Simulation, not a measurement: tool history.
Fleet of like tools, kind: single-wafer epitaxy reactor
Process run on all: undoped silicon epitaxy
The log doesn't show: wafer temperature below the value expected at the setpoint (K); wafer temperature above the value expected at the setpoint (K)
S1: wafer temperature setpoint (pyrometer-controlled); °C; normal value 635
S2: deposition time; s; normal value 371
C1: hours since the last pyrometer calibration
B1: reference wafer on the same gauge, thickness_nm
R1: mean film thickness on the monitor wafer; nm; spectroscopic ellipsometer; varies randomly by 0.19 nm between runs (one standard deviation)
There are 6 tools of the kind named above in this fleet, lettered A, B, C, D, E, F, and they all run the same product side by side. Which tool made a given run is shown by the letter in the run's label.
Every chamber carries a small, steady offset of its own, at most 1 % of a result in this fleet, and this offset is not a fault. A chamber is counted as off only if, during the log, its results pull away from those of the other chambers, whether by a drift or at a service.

run 1B hour=3.6 | S1=635 S2=371 | C1=1464.3 | B1=48.323 | R1=44.656
run 2A hour=6.0 | S1=635 S2=371 | C1=357.1 | B1=48.411 | R1=44.856
run 3F hour=9.8 | S1=635 S2=371 | C1=1524.1 | B1=48.397 | R1=44.692
run 4C hour=14.1 | S1=635 S2=371 | C1=1341.8 | B1=48.341 | R1=45.062
run 5D hour=16.8 | S1=635 S2=371 | C1=80.3 | B1=48.411 | R1=44.718
run 6E hour=20.6 | S1=635 S2=371 | C1=1937.3 | B1=48.417 | R1=44.583
run 7C hour=22.5 | S1=627 S2=399 | C1=1350.2 | B1=48.424 | R1=40.424
run 8D hour=25.9 | S1=627 S2=399 | C1=89.4 | B1=48.414 | R1=39.840
run 9F hour=28.4 | S1=627 S2=399 | C1=1542.7 | B1=48.357 | R1=40.483
run 10B hour=32.6 | S1=627 S2=399 | C1=1493.3 | B1=48.367 | R1=40.011
run 11A hour=37.1 | S1=627 S2=399 | C1=388.2 | B1=48.451 | R1=40.151
run 12E hour=39.9 | S1=627 S2=399 | C1=1956.6 | B1=48.412 | R1=39.847
run 13F hour=42.7 | S1=635 S2=371 | C1=1557.0 | B1=48.452 | R1=44.696
run 14B hour=46.8 | S1=635 S2=371 | C1=1507.5 | B1=48.391 | R1=45.124
run 15D hour=50.9 | S1=635 S2=371 | C1=114.4 | B1=48.437 | R1=44.608
run 16A hour=53.9 | S1=635 S2=371 | C1=405.0 | B1=48.371 | R1=44.167
run 17E hour=57.4 | S1=635 S2=371 | C1=1974.1 | B1=48.414 | R1=44.494
-- hour=59.5 chamber F: pyrometer calibrated
run 18C hour=61.3 | S1=635 S2=371 | C1=1389.0 | B1=48.407 | R1=44.897
run 19E hour=64.9 | S1=635 S2=371 | C1=1981.6 | B1=48.427 | R1=44.378
run 20A hour=68.7 | S1=635 S2=371 | C1=419.8 | B1=48.451 | R1=44.168
-- hour=70.5 chamber C: pyrometer calibrated
run 21B hour=71.3 | S1=635 S2=371 | C1=1532.0 | B1=48.399 | R1=44.943
run 22D hour=75.8 | S1=626 S2=371 | C1=139.3 | B1=48.391 | R1=36.193
run 23C hour=80.2 | S1=626 S2=371 | C1=9.8 | B1=48.444 | R1=38.910
run 24F hour=83.2 | S1=626 S2=371 | C1=23.8 | B1=48.383 | R1=36.489
run 25F hour=87.2 | S1=626 S2=371 | C1=27.8 | B1=48.368 | R1=36.602
run 26D hour=89.2 | S1=626 S2=371 | C1=152.7 | B1=48.439 | R1=36.188
run 27C hour=92.2 | S1=626 S2=371 | C1=21.8 | B1=48.414 | R1=39.235
run 28A hour=96.3 | S1=635 S2=371 | C1=447.4 | B1=48.382 | R1=44.596
run 29E hour=99.9 | S1=635 S2=371 | C1=2016.6 | B1=48.451 | R1=44.544
run 30B hour=103.7 | S1=635 S2=371 | C1=1564.4 | B1=48.444 | R1=44.952
run 31D hour=107.9 | S1=635 S2=371 | C1=171.4 | B1=48.414 | R1=44.933
run 32F hour=112.1 | S1=635 S2=371 | C1=52.7 | B1=48.434 | R1=45.099
run 33B hour=116.1 | S1=635 S2=371 | C1=1576.8 | B1=48.419 | R1=44.678
run 34A hour=119.0 | S1=635 S2=371 | C1=470.1 | B1=48.410 | R1=44.121
run 35E hour=121.8 | S1=635 S2=371 | C1=2038.5 | B1=48.375 | R1=44.723
run 36C hour=124.0 | S1=635 S2=371 | C1=53.6 | B1=48.420 | R1=47.575
run 37B hour=127.5 | S1=635 S2=371 | C1=1588.2 | B1=48.403 | R1=44.306

All 6 chambers run these settings next. Forecast each chamber's results:
run 38A hour=130.7 | S1=635 S2=371 | R1=?
run 38B hour=130.7 | S1=635 S2=371 | R1=?
run 38C hour=130.7 | S1=635 S2=371 | R1=?
run 38D hour=130.7 | S1=635 S2=371 | R1=?
run 38E hour=130.7 | S1=635 S2=371 | R1=?
run 38F hour=130.7 | S1=635 S2=371 | R1=?

run=38A R1=44.560
run=38B R1=45.073
run=38C R1=47.344
run=38D R1=44.858
run=38E R1=44.761
run=38F R1=45.142

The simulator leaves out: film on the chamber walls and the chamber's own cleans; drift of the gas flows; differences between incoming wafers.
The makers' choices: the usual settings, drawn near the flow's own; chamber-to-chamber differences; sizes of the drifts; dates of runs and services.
